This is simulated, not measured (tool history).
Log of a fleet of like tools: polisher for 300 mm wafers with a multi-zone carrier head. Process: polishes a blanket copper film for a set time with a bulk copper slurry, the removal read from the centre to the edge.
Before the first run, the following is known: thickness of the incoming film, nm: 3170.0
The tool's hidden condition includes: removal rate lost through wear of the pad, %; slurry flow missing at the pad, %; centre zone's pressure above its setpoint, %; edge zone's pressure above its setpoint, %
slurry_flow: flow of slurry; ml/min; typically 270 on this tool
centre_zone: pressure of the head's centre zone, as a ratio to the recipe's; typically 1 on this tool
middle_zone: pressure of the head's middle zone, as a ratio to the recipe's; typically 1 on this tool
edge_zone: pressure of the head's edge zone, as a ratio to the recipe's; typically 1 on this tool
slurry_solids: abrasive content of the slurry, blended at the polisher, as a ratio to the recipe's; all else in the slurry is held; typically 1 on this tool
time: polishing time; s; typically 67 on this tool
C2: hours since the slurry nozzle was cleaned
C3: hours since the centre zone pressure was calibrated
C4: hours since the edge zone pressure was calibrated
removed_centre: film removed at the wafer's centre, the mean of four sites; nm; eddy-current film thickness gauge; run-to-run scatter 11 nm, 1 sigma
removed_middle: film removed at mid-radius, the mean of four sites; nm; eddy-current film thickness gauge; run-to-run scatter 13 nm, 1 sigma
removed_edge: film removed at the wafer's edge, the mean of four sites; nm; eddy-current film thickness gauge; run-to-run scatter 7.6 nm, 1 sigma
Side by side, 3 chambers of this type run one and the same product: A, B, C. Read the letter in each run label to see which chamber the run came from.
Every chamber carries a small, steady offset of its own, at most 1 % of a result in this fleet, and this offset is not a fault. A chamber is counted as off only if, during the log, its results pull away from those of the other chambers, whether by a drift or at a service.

run 1B hour=7.4 | slurry_flow=270 centre_zone=1 middle_zone=1 edge_zone=1 slurry_solids=1 time=67 | wafers_polished_on_this_pad=276 C2=173.8 C3=1010.8 C4=352.9 | removed_centre=1143.7 removed_middle=1120.9 removed_edge=1136.2
run 2C hour=20.9 | slurry_flow=270 centre_zone=1 middle_zone=1 edge_zone=1 slurry_solids=1 time=67 | wafers_polished_on_this_pad=719 C2=817.9 C3=825.9 C4=354.6 | removed_centre=1142.8 removed_middle=1147.8 removed_edge=1126.3
run 3A hour=36.7 | slurry_flow=270 centre_zone=1 middle_zone=1 edge_zone=1 slurry_solids=1 time=67 | wafers_polished_on_this_pad=894 C2=819.6 C3=363.4 C4=303.7 | removed_centre=1148.5 removed_middle=1140.4 removed_edge=1131.5
-- hour=41.4 chamber A: worn pad replaced by a new one
run 4B hour=51.5 | slurry_flow=270 centre_zone=1 middle_zone=1 edge_zone=1 slurry_solids=1 time=67 | wafers_polished_on_this_pad=956 C2=217.9 C3=1054.9 C4=397 | removed_centre=1108.1 removed_middle=1098.7 removed_edge=1121.9
-- hour=59.3 chamber B: worn pad replaced by a new one
run 5C hour=64.8 | slurry_flow=270 centre_zone=1 middle_zone=1 edge_zone=1 slurry_solids=1 time=67 | wafers_polished_on_this_pad=1397 C2=861.8 C3=869.8 C4=398.5 | removed_centre=1133.4 removed_middle=1121.1 removed_edge=1129.6
run 6A hour=80.2 | slurry_flow=270 centre_zone=1 middle_zone=1 edge_zone=1 slurry_solids=1 time=67 | wafers_polished_on_this_pad=599 C2=863.1 C3=406.9 C4=347.2 | removed_centre=1127.6 removed_middle=1127.4 removed_edge=1131.8
-- hour=91.5 chamber A: centre zone pressure recalibrated
run 7B hour=91.5 | slurry_flow=270 centre_zone=1 middle_zone=1 edge_zone=1 slurry_solids=1 time=67 | wafers_polished_on_this_pad=497 C2=257.9 C3=1094.9 C4=437 | removed_centre=1122.3 removed_middle=1125.2 removed_edge=1117.4
-- hour=93.1 chamber B: slurry nozzle cleaned
run 8A hour=99 | slurry_flow=270 centre_zone=1 middle_zone=1 edge_zone=1 slurry_solids=1 time=67 | wafers_polished_on_this_pad=889 C2=881.9 C3=7.5 C4=366 | removed_centre=1146.6 removed_middle=1154.9 removed_edge=1141.4
run 9C hour=109.4 | slurry_flow=270 centre_zone=1 middle_zone=1 edge_zone=1 slurry_solids=1 time=67 | wafers_polished_on_this_pad=2085 C2=906.4 C3=914.4 C4=443.1 | removed_centre=1125.2 removed_middle=1133.1 removed_edge=1102.5
-- hour=116.9 chamber A: worn pad replaced by a new one
run 10A hour=122.8 | slurry_flow=270 centre_zone=1 middle_zone=1 edge_zone=1 slurry_solids=1 time=67 | wafers_polished_on_this_pad=92 C2=905.7 C3=31.3 C4=389.8 | removed_centre=1110.1 removed_middle=1117.4 removed_edge=1127.5
run 11B hour=129.8 | slurry_flow=270 centre_zone=1 middle_zone=1 edge_zone=1 slurry_solids=1 time=67 | wafers_polished_on_this_pad=1088 C2=36.7 C3=1133.2 C4=475.3 | removed_centre=1118.6 removed_middle=1146.6 removed_edge=1118.3
-- hour=131.6 chamber B: worn pad replaced by a new one
run 12C hour=144 | slurry_flow=270 centre_zone=1 middle_zone=1 edge_zone=1 slurry_solids=1 time=67 | wafers_polished_on_this_pad=2619 C2=941 C3=949 C4=477.7 | removed_centre=1078.8 removed_middle=1113.4 removed_edge=1082.5
run 13A hour=151.7 | slurry_flow=270 centre_zone=1 middle_zone=1 edge_zone=1 slurry_solids=1 time=67 | wafers_polished_on_this_pad=538 C2=934.6 C3=60.2 C4=418.7 | removed_centre=1148.2 removed_middle=1113.4 removed_edge=1142.2
-- hour=155.7 chamber C: slurry nozzle cleaned
-- hour=163 chamber A: slurry nozzle cleaned
run 14B hour=167.2 | slurry_flow=270 centre_zone=1 middle_zone=1 edge_zone=1 slurry_solids=1 time=67 | wafers_polished_on_this_pad=550 C2=74.1 C3=1170.6 C4=512.7 | removed_centre=1127.2 removed_middle=1144.4 removed_edge=1126.8
run 15C hour=176.2 | slurry_flow=270 centre_zone=1 middle_zone=1 edge_zone=1 slurry_solids=1 time=67 | wafers_polished_on_this_pad=3116 C2=20.6 C3=981.2 C4=509.9 | removed_centre=1078.6 removed_middle=1098 removed_edge=1068.3
run 16A hour=184.5 | slurry_flow=270 centre_zone=1 middle_zone=1 edge_zone=1 slurry_solids=1 time=67 | wafers_polished_on_this_pad=1044 C2=21.6 C3=93 C4=451.5 | removed_centre=1129.7 removed_middle=1146.2 removed_edge=1150.7
-- hour=184.8 chamber A: worn pad replaced by a new one
-- hour=186.3 chamber C: centre zone pressure recalibrated
-- hour=189.7 chamber B: centre zone pressure recalibrated
run 17B hour=191.9 | slurry_flow=270 centre_zone=1 middle_zone=1 edge_zone=1 slurry_solids=1 time=67 | wafers_polished_on_this_pad=931 C2=98.8 C3=2.2 C4=537.4 | removed_centre=1128.5 removed_middle=1141.2 removed_edge=1126.6
-- hour=202.4 chamber B: worn pad replaced by a new one
run 18C hour=204.3 | slurry_flow=270 centre_zone=1 middle_zone=1 edge_zone=0.9 slurry_solids=1 time=67 | wafers_polished_on_this_pad=3549 C2=48.7 C3=18 C4=538 | removed_centre=1058.2 removed_middle=1073.8 removed_edge=998.95
run 19A hour=213.8 | slurry_flow=270 centre_zone=1 middle_zone=1 edge_zone=0.9 slurry_solids=1 time=67 | wafers_polished_on_this_pad=448 C2=50.9 C3=122.3 C4=480.8 | removed_centre=1129.4 removed_middle=1123.2 removed_edge=1087.4
run 20B hour=222.7 | slurry_flow=270 centre_zone=1 middle_zone=1 edge_zone=0.9 slurry_solids=1 time=67 | wafers_polished_on_this_pad=314 C2=129.6 C3=33 C4=568.2 | removed_centre=1130.6 removed_middle=1133.2 removed_edge=1053.2
run 21C hour=235.7 | slurry_flow=270 centre_zone=1 middle_zone=1 edge_zone=1 slurry_solids=1 time=67 | wafers_polished_on_this_pad=4034 C2=80.1 C3=49.4 C4=569.4 | removed_centre=1040.2 removed_middle=1043 removed_edge=1023.8
-- hour=247.1 chamber A: worn pad replaced by a new one
run 22B hour=248.1 | slurry_flow=270 centre_zone=1 middle_zone=1 edge_zone=1 slurry_solids=1 time=67 | wafers_polished_on_this_pad=706 C2=155 C3=58.4 C4=593.6 | removed_centre=1133.6 removed_middle=1129.8 removed_edge=1123.1
run 23A hour=255.5 | slurry_flow=270 centre_zone=1 middle_zone=1 edge_zone=1 slurry_solids=1.2 time=67 | wafers_polished_on_this_pad=129 C2=92.6 C3=164 C4=522.5 | removed_centre=1161 removed_middle=1181.7 removed_edge=1165
-- hour=263.2 chamber B: worn pad replaced by a new one
run 24C hour=268.8 | slurry_flow=270 centre_zone=1 middle_zone=1 edge_zone=1 slurry_solids=1.2 time=67 | wafers_polished_on_this_pad=4544 C2=113.2 C3=82.5 C4=602.5 | removed_centre=1059.4 removed_middle=1086.9 removed_edge=1057.8
run 25B hour=279 | slurry_flow=270 centre_zone=1 middle_zone=1 edge_zone=1 slurry_solids=1.2 time=67 | wafers_polished_on_this_pad=244 C2=185.9 C3=89.3 C4=624.5 | removed_centre=1172.7 removed_middle=1196.7 removed_edge=1182.6
run 26C hour=294.7 | slurry_flow=270 centre_zone=1 middle_zone=1 edge_zone=1 slurry_solids=1 time=67 | wafers_polished_on_this_pad=4944 C2=139.1 C3=108.4 C4=628.4 | removed_centre=1016.6 removed_middle=1035.3 removed_edge=1003
run 27A hour=306.7 | slurry_flow=270 centre_zone=1 middle_zone=1 edge_zone=1 slurry_solids=1 time=67 | wafers_polished_on_this_pad=919 C2=143.8 C3=215.2 C4=573.7 | removed_centre=1131.1 removed_middle=1142 removed_edge=1152.7
run 28B hour=315.6 | slurry_flow=270 centre_zone=1 middle_zone=1 edge_zone=1 slurry_solids=1 time=67 | wafers_polished_on_this_pad=808 C2=222.5 C3=125.9 C4=661.1 | removed_centre=1113 removed_middle=1135.6 removed_edge=1122.6

Has any chamber moved away from the others, gradually or after a service, or does the common gauge drift, or do the chambers differ only by their own small steady offsets? State the chamber and the most likely cause if one applies.

Chamber C drifts away from the others.
Most likely cause: removal rate lost through wear of the pad, % = 12.3.

Which of the 4 candidates below, each the usual settings with something changed and its results left as question marks, puts chamber C back in line with what the other chambers give on the usual settings?
A result is in line if it is within this distance of the other chambers' mean on the usual settings: removed_centre 38 nm; removed_middle 44 nm; removed_edge 27 nm
run 29C-1 hour=327.1 | slurry_flow=270 centre_zone=0.99 middle_zone=0.99 edge_zone=1.02 slurry_solids=1 time=76 | removed_centre=? removed_middle=? removed_edge=?
run 29C-2 hour=327.1 | slurry_flow=270 centre_zone=1 middle_zone=1 edge_zone=1.01 slurry_solids=1 time=70 | removed_centre=? removed_middle=? removed_edge=?
run 29C-3 hour=327.1 | slurry_flow=270 centre_zone=1 middle_zone=1 edge_zone=0.99 slurry_solids=1 time=64 | removed_centre=? removed_middle=? removed_edge=?
run 29C-4 hour=327.1 | slurry_flow=270 centre_zone=1 middle_zone=1.01 edge_zone=0.98 slurry_solids=1 time=59 | removed_centre=? removed_middle=? removed_edge=?

The other chambers' mean on the usual settings: removed_centre 1123.5 nm; removed_middle 1131.9 nm; removed_edge 1131.3 nm
run=29C-1 removed_centre=1107.8 removed_middle=1131.7 removed_edge=1124.8
run=29C-2 removed_centre=1031.8 removed_middle=1052 removed_edge=1030.4
run=29C-3 removed_centre=943.35 removed_middle=961.9 removed_edge=932.11
run=29C-4 removed_centre=869.72 removed_middle=894.97 removed_edge=854.56
The answer is 29C-1, which returns the chamber to within the allowed miss of the others.
